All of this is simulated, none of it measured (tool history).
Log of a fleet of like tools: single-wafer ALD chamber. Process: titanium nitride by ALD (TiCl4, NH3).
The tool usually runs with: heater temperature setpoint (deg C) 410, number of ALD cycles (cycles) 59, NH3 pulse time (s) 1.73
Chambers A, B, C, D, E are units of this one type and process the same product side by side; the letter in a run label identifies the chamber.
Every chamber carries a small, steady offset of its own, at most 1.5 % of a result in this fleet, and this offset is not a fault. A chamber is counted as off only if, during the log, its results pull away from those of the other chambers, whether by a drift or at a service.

run,hour,heater temperature setpoint (deg C),number of ALD cycles (cycles),NH3 pulse time (s),"read-back reference wafer on the same gauge, thickness_nm",mean film thickness on the monitor wafer (angstrom)
1A,8.5,410,59,1.73,1.1303,12.940
2D,22.0,410,59,1.73,1.1300,12.976
3B,33.6,410,59,1.73,1.1296,12.852
4C,41.7,410,59,1.73,1.1293,13.059
5E,50.3,410,59,1.29,1.1289,12.854
6C,63.3,410,59,1.29,1.1292,12.934
7D,70.3,410,59,1.29,1.1289,12.803
8E,81.0,410,59,1.29,1.1289,12.847
9A,88.9,410,59,1.29,1.1290,12.769
10B,102.0,410,65,1.40,1.1286,14.051
11D,115.9,410,65,1.40,1.1285,14.156
12E,127.1,410,65,1.40,1.1285,14.204
13C,140.7,410,65,1.40,1.1280,14.241
14B,153.1,410,65,1.40,1.1284,14.007
15A,165.9,410,59,1.73,1.1278,12.883
16C,173.5,410,59,1.73,1.1277,13.058
17A,187.7,410,59,1.73,1.1275,12.888
18D,201.3,410,59,1.73,1.1275,12.955
19B,215.8,410,59,1.73,1.1275,12.830
20E,223.8,410,59,1.73,1.1271,12.996
21A,232.8,410,59,1.73,1.1268,12.935
22E,241.2,410,59,1.73,1.1269,12.975
23C,252.8,410,59,1.73,1.1270,13.039
24B,263.4,410,59,1.73,1.1266,12.847
25D,272.6,410,59,1.73,1.1263,12.940
26D,286.9,410,54,1.73,1.1260,11.831
27B,294.1,410,54,1.73,1.1263,11.737
28A,302.3,410,54,1.73,1.1262,11.792
29E,312.9,410,54,1.73,1.1258,11.857
30C,323.7,410,54,1.73,1.1259,11.915
31D,333.9,410,59,1.73,1.1253,12.933
32E,348.7,410,59,1.73,1.1257,12.941
33B,363.7,410,59,1.73,1.1253,12.793
34C,377.7,410,59,1.73,1.1251,13.038
35A,388.2,410,59,1.73,1.1250,12.887
36B,401.2,410,59,1.73,1.1248,12.798
37A,414.6,410,59,1.73,1.1246,12.872
38E,422.0,410,59,1.73,1.1246,12.952
39C,436.7,404,59,1.73,1.1242,12.962
40D,445.1,404,59,1.73,1.1249,12.861

Next, all 5 chambers run the settings below, one line each with question marks for the results. What does each chamber give?
41A,456.0,418,59,1.73,,?
41B,456.0,418,59,1.73,,?
41C,456.0,418,59,1.73,,?
41D,456.0,418,59,1.73,,?
41E,456.0,418,59,1.73,,?

run,mean film thickness on the monitor wafer (angstrom)
41A,12.926
41B,12.823
41C,13.022
41D,12.968
41E,12.994
